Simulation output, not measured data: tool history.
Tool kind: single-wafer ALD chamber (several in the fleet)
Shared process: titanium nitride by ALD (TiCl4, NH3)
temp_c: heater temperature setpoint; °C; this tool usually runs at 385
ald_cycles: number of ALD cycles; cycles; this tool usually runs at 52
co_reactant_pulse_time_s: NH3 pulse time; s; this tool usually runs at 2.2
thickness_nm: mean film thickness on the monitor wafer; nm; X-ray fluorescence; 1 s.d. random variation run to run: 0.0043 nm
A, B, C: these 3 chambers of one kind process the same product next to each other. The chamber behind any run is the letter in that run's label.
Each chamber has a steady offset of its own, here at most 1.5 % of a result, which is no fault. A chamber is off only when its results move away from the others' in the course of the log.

run	hour	temp_c	ald_cycles	co_reactant_pulse_time_s	hours since the last thermocouple change	read-back reference wafer on the same gauge, thickness_nm	thickness_nm
1C	6.2	385	52	2.2	304.9	1.3506	1.1262
2B	14.4	385	52	2.2	2553.2	1.3496	1.1232
3A	25.2	385	52	2.2	2119.7	1.3505	1.1516
4A	36.9	385	52	2.2	2131.4	1.3497	1.1467
5C	43.4	385	52	1.9	342.1	1.3495	1.1109
6B	54	385	52	1.9	2592.8	1.3499	1.1245
7B	64.1	385	52	1.9	2602.9	1.3501	1.1267
8A	73.8	385	52	2.2	2168.3	1.3492	1.1542
9C	82	385	52	2.2	380.7	1.3505	1.1212
10A	88.3	385	52	2.2	2182.8	1.3503	1.157
11C	97.8	385	52	2.2	396.5	1.3513	1.123
12B	108.6	385	52	2.2	2647.4	1.3508	1.1305
13B	115.7	391	52	2.2	2654.5	1.3502	1.1429
# hour 123.5: chamber B: thermocouple changed; heater temperature recalibrated
14C	124.9	391	52	2.2	423.6	1.3508	1.1339
15A	132.2	391	52	2.2	2226.7	1.3498	1.1542
16C	142.3	385	52	2.2	441	1.3498	1.1236
17B	149.8	385	52	2.2	26.3	1.3511	1.1311
18A	158.4	385	52	2.2	2252.9	1.3504	1.1447
19A	167.4	385	52	2.2	2261.9	1.3499	1.1511
20C	174	385	52	2.2	472.7	1.3512	1.1263
21B	180.1	385	52	2.2	56.6	1.3502	1.1313
22B	191.5	385	52	2.2	68	1.3487	1.1228
23C	202.3	385	52	2.2	501	1.3499	1.1227
24A	214.1	385	52	2.2	2308.6	1.3512	1.1515
25B	219.7	385	59	2.2	96.2	1.3507	1.2755
26A	230	385	59	2.2	2324.5	1.35	1.3025
27C	240.8	385	59	2.2	539.5	1.3509	1.275
28B	249.3	385	52	2.2	125.8	1.3501	1.1301
29C	258.6	385	52	2.2	557.3	1.3496	1.1309
30A	265.5	375	52	2.2	2360	1.3499	1.1411
31B	275.4	375	52	2.2	151.9	1.3507	1.117
32A	282.7	375	52	2.2	2377.2	1.3494	1.1364
33C	290.3	385	52	2.2	589	1.3498	1.1239
34C	295.8	385	52	2.2	594.5	1.3485	1.119

Read the log: is a single chamber off, either drifting away or since a service, is the gauge that measures every chamber drifting, or is nothing wrong beyond small per-chamber offsets? Name any odd chamber and what most likely caused it.

No chamber is off and the gauge is stable; the differences are just each chamber's small, constant offset.
